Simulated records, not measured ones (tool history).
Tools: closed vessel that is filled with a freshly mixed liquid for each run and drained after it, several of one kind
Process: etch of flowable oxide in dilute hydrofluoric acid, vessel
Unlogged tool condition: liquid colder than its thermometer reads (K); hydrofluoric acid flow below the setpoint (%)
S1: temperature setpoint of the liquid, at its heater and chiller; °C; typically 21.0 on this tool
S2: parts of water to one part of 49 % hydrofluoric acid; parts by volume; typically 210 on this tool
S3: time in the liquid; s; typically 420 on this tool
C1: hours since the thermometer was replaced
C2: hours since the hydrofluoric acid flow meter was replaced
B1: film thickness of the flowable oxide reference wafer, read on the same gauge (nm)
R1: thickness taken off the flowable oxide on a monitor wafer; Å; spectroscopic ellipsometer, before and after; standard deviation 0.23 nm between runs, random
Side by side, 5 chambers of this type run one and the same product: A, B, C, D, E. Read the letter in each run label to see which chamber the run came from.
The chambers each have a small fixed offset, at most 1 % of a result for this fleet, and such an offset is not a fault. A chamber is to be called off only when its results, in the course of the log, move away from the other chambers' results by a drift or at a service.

run	day	S1	S2	S3	C1	C2	B1	R1
1C	0.312	21.0	210	420	563.0	84.7	130.04	450.30
2D	0.508	21.0	210	420	1074.7	410.7	130.02	445.55
3E	0.692	21.0	210	420	2222.8	333.6	130.02	448.79
4B	1.067	21.0	210	420	2066.9	1408.3	130.00	446.09
5A	1.262	21.0	210	420	2328.7	303.3	129.99	454.15
6C	1.658	21.0	210	615	595.3	117.0	130.00	654.08
7D	2.012	21.0	210	615	1110.8	446.8	130.01	657.17
8E	2.275	21.0	210	615	2260.8	371.6	130.01	663.05
9A	2.650	21.0	210	615	2362.0	336.6	130.01	659.34
10B	2.958	21.0	210	615	2112.3	1453.7	129.99	645.52
11A	3.167	21.0	210	420	2374.4	349.0	129.98	454.17
# day 3.329: chamber A: thermometer replaced
12E	3.521	25.5	210	585	2290.7	401.5	130.02	750.49
13C	3.938	25.5	210	585	650.0	171.7	129.98	737.81
14B	4.129	25.5	210	585	2140.4	1481.8	129.95	723.10
15D	4.488	25.5	210	585	1170.2	506.2	129.99	737.34
16D	4.788	25.5	210	585	1177.4	513.4	130.01	735.53
17E	5.033	21.0	210	420	2327.0	437.8	130.01	449.94
18A	5.379	21.0	210	420	49.2	402.1	129.98	452.10
19B	5.696	17.5	210	420	2178.0	1519.4	130.01	379.41
20C	5.950	17.5	210	420	698.3	220.0	130.03	388.06
21A	6.225	17.5	210	420	69.5	422.4	130.01	395.27
22D	6.504	17.5	210	420	1218.6	554.6	129.99	391.42
# day 6.858: chamber B: thermometer replaced
23C	6.921	17.5	210	420	721.6	243.3	129.97	389.35
24B	7.196	21.0	210	420	8.1	1555.4	130.05	433.35
25E	7.550	21.0	210	420	2387.4	498.2	129.97	444.99
26C	7.862	21.0	210	420	744.2	265.9	129.99	451.72
27A	8.188	21.0	210	420	116.6	469.5	130.02	451.28
28D	8.554	21.0	210	420	1267.8	603.8	130.00	444.79
29E	8.975	17.0	210	595	2421.6	532.4	129.98	543.03
30B	9.321	17.0	210	595	59.1	1606.4	130.04	512.26
31C	9.625	17.0	210	595	786.5	308.2	130.01	535.88
32D	9.862	17.0	210	595	1299.2	635.2	130.02	541.04
33E	10.183	17.0	210	595	2450.6	561.4	129.99	541.54
34B	10.400	21.0	210	420	85.0	1632.3	129.97	424.63
35A	10.642	21.0	210	420	175.5	528.4	130.01	453.58
36A	10.825	21.0	210	420	179.9	532.8	129.98	451.62
37C	11.162	21.0	210	420	823.4	345.1	129.96	445.75
38B	11.412	21.0	210	420	109.3	1656.6	129.98	420.10
39E	11.808	21.0	210	420	2489.6	600.4	130.03	447.77
# day 11.983: chamber D: hydrofluoric acid flow meter replaced
40D	12.054	21.0	210	420	1351.8	1.7	130.01	447.05
41D	12.258	21.0	280	660	1356.7	6.6	130.00	498.33
42B	12.500	21.0	280	660	135.4	1682.7	130.00	453.44

For the next run the whole fleet of 5 chambers uses the same settings. Give each chamber's results:
43A	12.800	21.0	125	420				?
43B	12.800	21.0	125	420				?
43C	12.800	21.0	125	420				?
43D	12.800	21.0	125	420				?
43E	12.800	21.0	125	420				?

run	R1
43A	829.51
43B	772.42
43C	814.55
43D	812.16
43E	810.90
